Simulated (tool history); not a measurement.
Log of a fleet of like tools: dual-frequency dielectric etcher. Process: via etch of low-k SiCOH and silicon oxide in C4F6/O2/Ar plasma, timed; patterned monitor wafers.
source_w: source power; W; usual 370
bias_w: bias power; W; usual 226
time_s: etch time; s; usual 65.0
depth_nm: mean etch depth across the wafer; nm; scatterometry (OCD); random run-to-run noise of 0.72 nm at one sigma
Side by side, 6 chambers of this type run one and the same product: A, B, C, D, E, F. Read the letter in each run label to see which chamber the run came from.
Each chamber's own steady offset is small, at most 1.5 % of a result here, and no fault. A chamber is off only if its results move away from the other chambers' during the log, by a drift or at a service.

run   hour  source_w  bias_w  time_s  hours since the last wet clean  hours since the last source power generator calibration  hours since the last bias power generator calibration  read-back reference wafer on the same gauge, depth_nm  depth_nm
 1F    4.8       370     226    65.0                           442.7                                                   1418.2                                                  499.1                                                 225.09    189.36
 2B    8.3       370     226    65.0                           439.2                                                   3271.7                                                 1777.8                                                 224.92    189.76
 3E   14.4       370     226    65.0                           148.3                                                    425.9                                                 4346.7                                                 225.32    193.29
 4C   17.9       370     226    65.0                            26.6                                                   2816.3                                                 2322.7                                                 224.75    191.60
 5D   24.8       370     226    65.0                           407.6                                                    919.9                                                  118.0                                                 224.98    190.62
 6A   31.0       370     226    65.0                           295.9                                                    964.7                                                 1848.3                                                 224.82    190.22
 7D   38.0       370     197    49.5                           420.8                                                    933.1                                                  131.2                                                 224.97    137.69
 8A   44.2       370     197    49.5                           309.1                                                    977.9                                                 1861.5                                                 224.92    138.68
 9C   50.7       370     197    49.5                            59.4                                                   2849.1                                                 2355.5                                                 224.99    140.04
10B   56.8       370     197    49.5                           487.7                                                   3320.2                                                 1826.3                                                 224.96    136.90
11F   60.8       370     197    49.5                           498.7                                                   1474.2                                                  555.1                                                 225.05    136.96
12E   65.8       370     197    49.5                           199.7                                                    477.3                                                 4398.1                                                 224.92    139.25
      67.4  -- chamber A: wet clean of the chamber
13F   71.2       370     226    65.0                           509.1                                                   1484.6                                                  565.5                                                 224.89    189.36
14C   76.4       370     226    65.0                            85.1                                                   2874.8                                                 2381.2                                                 224.81    192.05
15E   82.6       370     226    65.0                           216.5                                                    494.1                                                 4414.9                                                 224.99    192.32
16D   85.9       370     226    65.0                           468.7                                                    981.0                                                  179.1                                                 224.98    186.86
17B   90.8       370     226    65.0                           521.7                                                   3354.2                                                 1860.3                                                 225.07    188.95
18A   97.8       370     226    65.0                            30.4                                                   1031.5                                                 1915.1                                                 225.09    190.96
19D  101.3       370     226    65.0                           484.1                                                    996.4                                                  194.5                                                 224.86    187.40
20C  108.3       370     226    53.0                           117.0                                                   2906.7                                                 2413.1                                                 224.79    156.50
21B  113.5       370     226    53.0                           544.4                                                   3376.9                                                 1883.0                                                 225.22    154.92
22A  120.0       370     226    53.0                            52.6                                                   1053.7                                                 1937.3                                                 225.11    155.02
23E  126.8       370     226    53.0                           260.7                                                    538.3                                                 4459.1                                                 224.93    156.16
24F  132.5       370     226    53.0                           570.4                                                   1545.9                                                  626.8                                                 225.27    154.45
25E  138.7       370     226    53.0                           272.6                                                    550.2                                                 4471.0                                                 225.13    156.25
     140.0  -- chamber B: wet clean of the chamber
26D  144.9       370     226    65.0                           527.7                                                   1040.0                                                  238.1                                                 224.90    185.24
27B  148.2       370     226    65.0                             8.3                                                   3411.6                                                 1917.7                                                 224.80    188.97
     148.8  -- chamber F: wet clean of the chamber
28C  154.6       370     226    65.0                           163.3                                                   2953.0                                                 2459.4                                                 224.88    189.94
29F  159.3       370     226    65.0                            10.5                                                   1572.7                                                  653.6                                                 225.05    188.97
30A  166.7       370     226    65.0                            99.3                                                   1100.4                                                 1984.0                                                 225.13    191.37
31D  173.8       370     226    65.0                           556.6                                                   1068.9                                                  267.0                                                 225.12    184.36
32C  180.0       370     226    65.0                           188.7                                                   2978.4                                                 2484.8                                                 225.13    192.14
33B  185.9       370     226    65.0                            46.0                                                   3449.3                                                 1955.4                                                 224.85    189.49
34F  193.2       370     226    65.0                            44.4                                                   1606.6                                                  687.5                                                 224.94    190.04
35E  200.3       370     226    65.0                           334.2                                                    611.8                                                 4532.6                                                 224.82    191.78
36A  203.6       370     226    65.0                           136.2                                                   1137.3                                                 2020.9                                                 224.77    191.39
37C  207.1       370     226    65.0                           215.8                                                   3005.5                                                 2511.9                                                 224.84    192.25
38B  210.5       370     226    65.0                            70.6                                                   3473.9                                                 1980.0                                                 225.16    189.92
39E  214.2       370     226    65.0                           348.1                                                    625.7                                                 4546.5                                                 224.70    192.40
40A  219.1       370     226    65.0                           151.7                                                   1152.8                                                 2036.4                                                 224.99    190.58
41F  225.6       370     226    65.0                            76.8                                                   1639.0                                                  719.9                                                 224.91    190.29

Next, all 6 chambers run the settings below, one line each with question marks for the results. What does each chamber give?
42A  230.8       370     190    65.0                                                                                                                                                                                                                ?
42B  230.8       370     190    65.0                                                                                                                                                                                                                ?
42C  230.8       370     190    65.0                                                                                                                                                                                                                ?
42D  230.8       370     190    65.0                                                                                                                                                                                                                ?
42E  230.8       370     190    65.0                                                                                                                                                                                                                ?
42F  230.8       370     190    65.0                                                                                                                                                                                                                ?

run  depth_nm
42A    181.12
42B    180.01
42C    181.93
42D    172.09
42E    181.38
42F    179.06
